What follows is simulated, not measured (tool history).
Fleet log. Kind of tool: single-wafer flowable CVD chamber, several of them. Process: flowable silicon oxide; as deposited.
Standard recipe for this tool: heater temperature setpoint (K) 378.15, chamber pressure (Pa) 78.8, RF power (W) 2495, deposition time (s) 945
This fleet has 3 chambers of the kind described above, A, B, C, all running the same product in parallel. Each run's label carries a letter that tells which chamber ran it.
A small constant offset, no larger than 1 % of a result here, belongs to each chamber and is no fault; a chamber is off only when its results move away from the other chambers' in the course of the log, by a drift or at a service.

run	hour	heater temperature setpoint (K)	chamber pressure (Pa)	RF power (W)	deposition time (s)	read-back reference wafer on the same gauge, thickness_nm	mean film thickness on the monitor wafer (Å)
1B	7.8	378.15	78.8	2495	945	348.02	3338.9
2A	17.6	378.15	78.8	2495	945	348.02	3342.7
3C	22.4	378.15	78.8	2495	945	348.02	3301.8
4A	32.3	378.15	78.8	2495	945	347.75	3332.5
5C	41.2	378.15	78.8	2495	945	348.03	3303
6B	48	364.15	78.8	2495	808	347.94	4542.6
7C	54.6	364.15	78.8	2495	808	347.99	4525.3
8A	64.8	364.15	78.8	2495	808	347.84	4569.3
9B	71.1	378.15	78.8	2495	945	347.92	3328.2
10A	77	378.15	78.8	2495	945	347.91	3354.2
11C	82.7	378.15	78.8	2495	945	348.09	3310.3
12B	87.9	378.15	78.8	2495	945	347.98	3343.9
13C	95.1	378.15	78.8	2495	945	347.9	3307.9
# hour 101.7: chamber C: RF generator calibrated
14B	102.8	378.15	78.8	2495	945	347.8	3337.1
15A	112.2	378.15	78.8	2495	945	348.08	3360.3
16A	120.8	378.15	78.8	2495	945	348.04	3361.8
17C	131.4	378.15	78.8	2735	1096	348.09	3877.3
18B	138.4	378.15	78.8	2735	1096	347.98	3905.7
19B	144.5	378.15	78.8	2735	1096	348.14	3923.9
20C	154.7	378.15	78.8	2705	945	348.06	3347.9
21A	159.9	378.15	78.8	2705	945	348.05	3415.5
22B	168.5	378.15	78.8	2705	945	348.08	3383.2
23C	177.9	378.15	78.8	2495	945	348.08	3293.6
24A	187.3	378.15	78.8	2495	945	347.85	3392.3
25A	194.6	378.15	78.8	2495	945	347.93	3392.8
26C	204.2	378.15	78.8	2495	945	347.84	3311.8
27B	211.7	378.15	78.8	2495	945	348.11	3342.1
28C	221.5	378.15	78.8	2495	945	348.02	3301.6
# hour 227.7: chamber A: RF generator calibrated
29B	230.5	378.15	78.8	2495	945	347.91	3348.1
30A	238.6	378.15	78.8	2495	945	348.09	3406.8
31C	244.6	384.15	78.8	2495	945	348.15	2718.8
32A	255.1	384.15	78.8	2495	945	348.14	2792.1
33B	262.9	384.15	78.8	2495	945	348.02	2742.4
34C	272.5	378.15	78.8	2495	1021	347.99	3582.7
35A	281.8	378.15	78.8	2495	1021	348.04	3693.5
36B	291.4	378.15	78.8	2495	1021	348.13	3619.8
37C	297.1	378.15	78.8	2495	945	347.9	3299.3
38A	305.7	378.15	78.8	2495	945	348.17	3428.4

Is one chamber off against the others, does the gauge drift, or is nothing wrong? If a chamber is off, say which, and what the likeliest cause is.

Little by little, chamber A moves away from the other chambers.
Most likely cause: wafer temperature below the value expected at the setpoint (K) = 0.771.
The log may not tell that from: true pressure above the setpoint (%).

Chamber A could run next with any of the 4 candidate recipes listed below; each alters the usual settings, and their results appear as question marks. Which one brings its results back in line with what the other chambers deliver on the usual settings?
Maximum distance from the other chambers' mean on the usual settings for a result to count as in line: mean film thickness on the monitor wafer (Å) 27
39A-1	313.3	378.15	79.6	2495	945		?
39A-2	313.3	378.15	78.8	2495	932		?
39A-3	313.3	378.15	77.1	2490	945		?
39A-4	313.3	378.15	78.8	2495	974		?

On the usual settings, the other chambers give on average: mean film thickness on the monitor wafer (Å) 3325.8
run	mean film thickness on the monitor wafer (Å)
39A-1	3476.6
39A-2	3381.1
39A-3	3323.3
39A-4	3533.5
Change 39A-3 lands the chamber within the allowed miss of the other chambers.
